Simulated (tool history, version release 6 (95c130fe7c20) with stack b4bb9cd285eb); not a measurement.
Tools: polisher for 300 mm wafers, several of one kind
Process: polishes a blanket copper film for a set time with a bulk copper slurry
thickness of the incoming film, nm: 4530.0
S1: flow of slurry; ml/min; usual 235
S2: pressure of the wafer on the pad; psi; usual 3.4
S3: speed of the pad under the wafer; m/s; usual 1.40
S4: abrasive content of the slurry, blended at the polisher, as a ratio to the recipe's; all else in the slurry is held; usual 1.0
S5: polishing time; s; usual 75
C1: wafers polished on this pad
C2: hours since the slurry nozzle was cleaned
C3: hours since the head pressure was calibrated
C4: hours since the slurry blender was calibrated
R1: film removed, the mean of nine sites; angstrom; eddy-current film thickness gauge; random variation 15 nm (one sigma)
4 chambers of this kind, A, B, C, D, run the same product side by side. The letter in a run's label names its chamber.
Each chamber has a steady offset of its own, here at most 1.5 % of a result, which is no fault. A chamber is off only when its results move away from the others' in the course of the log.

run   hour   S1   S2    S3   S4  S5    C1     C2      C3     C4       R1
 1A   11.5  235  3.4  1.40  1.0  75   744  266.2  1011.8  231.4  10753.0
      17.3  -- chamber A: slurry blender recalibrated
      19.2  -- chamber B: worn pad replaced by a new one
 2B   19.3  235  3.4  1.40  1.0  75     2  307.0   668.9   89.8  10596.0
      20.0  -- chamber A: worn pad replaced by a new one
 3D   24.7  235  3.4  1.40  1.0  75   549   90.1   292.9   97.9  10877.0
 4C   36.0  235  3.4  1.40  1.0  75   719  225.5   311.1  270.4  10883.0
      40.8  -- chamber D: worn pad replaced by a new one
 5A   43.6  235  3.4  1.40  1.0  75   299  298.3  1043.9   26.4  10990.0
 6D   49.9  235  3.4  1.40  1.0  75   115  115.3   318.1  123.1  10736.0
 7C   59.6  235  3.4  1.40  1.0  75  1017  249.1   334.7  294.0  10933.0
 8B   65.1  160  3.4  1.40  1.0  62   582  352.8   714.7  135.6   8411.8
 9D   74.8  160  3.4  1.40  1.0  62   430  140.2   343.0  148.0   8491.4
10A   85.3  160  3.4  1.40  1.0  62   826  340.0  1085.6   68.1   8445.5
      88.8  -- chamber D: worn pad replaced by a new one
      93.4  -- chamber A: worn pad replaced by a new one
11C   95.8  160  3.4  1.40  1.0  62  1476  285.3   370.9  330.2   8506.9
12B  101.8  235  3.4  1.40  1.0  75  1046  389.5   751.4  172.3  10704.0
13A  107.9  235  3.4  1.40  1.0  75   184  362.6  1108.2   90.7  10542.0
14B  113.7  210  3.4  1.40  1.0  75  1197  401.4   763.3  184.2  10484.0
15D  120.1  210  3.4  1.40  1.0  75   396  185.5   388.3  193.3  10643.0
     120.4  -- chamber B: worn pad replaced by a new one
     120.8  -- chamber D: slurry blender recalibrated
     127.5  -- chamber B: slurry blender recalibrated
16C  129.3  210  3.4  1.40  1.0  75  1900  318.8   404.4  363.7  10784.0
17B  140.1  210  3.4  1.40  1.0  75   250  427.8   789.7   12.7  10555.0
     147.7  -- chamber C: slurry blender recalibrated
     148.2  -- chamber D: worn pad replaced by a new one
18A  151.0  235  3.4  1.40  1.0  75   729  405.7  1151.3  133.8  10859.0
     156.2  -- chamber D: slurry nozzle cleaned
     159.0  -- chamber C: head pressure recalibrated
19D  161.7  235  3.4  1.40  1.0  75   171    5.5   429.9   40.9  10969.0
     169.8  -- chamber A: worn pad replaced by a new one
20C  169.8  235  3.4  1.40  1.0  75  2412  359.3    10.8   22.1  10405.0
21A  177.1  235  3.4  0.96  1.0  75    93  431.8  1177.4  159.9   7593.7
     184.2  -- chamber D: head pressure recalibrated
22B  185.5  235  3.4  0.96  1.0  75   825  473.2   835.1   58.1   7243.7
23C  196.9  235  3.4  0.96  1.0  75  2755  386.4    37.9   49.2   7120.1
24D  202.4  235  3.4  0.96  1.0  75   686   46.2    18.2   81.6   7321.1
     211.0  -- chamber D: worn pad replaced by a new one
25A  211.1  235  3.4  1.84  1.0  75   524  465.8  1211.4  193.9  14350.0
26D  219.0  235  3.4  1.84  1.0  75   101   62.8    34.8   98.2  14150.0
27B  223.9  235  3.4  1.84  1.0  75  1311  511.6   873.5   96.5  13946.0
28C  232.1  235  3.4  1.84  1.0  75  3201  421.6    73.1   84.4  13536.0
     234.1  -- chamber B: worn pad replaced by a new one
     237.6  -- chamber A: worn pad replaced by a new one
29B  241.7  235  3.4  1.40  1.0  75    96  529.4   891.3  114.3  10718.0
30C  251.6  235  3.4  1.40  1.0  75  3448  441.1    92.6  103.9  10219.0
31A  258.5  235  3.4  1.40  1.0  75   264  513.2  1258.8  241.3  10995.0
32D  264.8  235  3.4  1.40  1.0  75   681  108.6    80.6  144.0  10577.0
     273.2  -- chamber D: worn pad replaced by a new one
33D  274.9  235  3.4  1.40  1.0  75    22  118.7    90.7  154.1  10725.0
     276.3  -- chamber B: slurry nozzle cleaned
34B  281.0  235  3.4  1.26  1.2  75   593    4.8   930.6  153.6   9897.3

Is one chamber off against the others, does the gauge drift, or is nothing wrong? If a chamber is off, say which, and what the likeliest cause is.

Chamber C drifts away from the others.
Cause: removal rate lost through wear of the pad, % = 9.64.

Here are 4 candidates for chamber C's next run, each the usual settings with a change, their results left as question marks. Which one brings its results back in line with what the others give on the usual settings?
In line means no further than this from the other chambers' mean on the usual settings: R1 520.0 angstrom
35C-1  289.2  235  3.4  1.52  1.0  75                   ?
35C-2  289.2  235  3.2  1.32  1.0  71                   ?
35C-3  289.2  235  3.7  1.40  1.0  81                   ?
35C-4  289.2  235  3.2  1.40  1.0  72                   ?

The other chambers' mean on the usual settings: R1 10781.0 angstrom
  run       R1
35C-1  10710.0
35C-2   8267.4
35C-3  11583.0
35C-4   8900.0
35C-1 brings the chamber back in line.
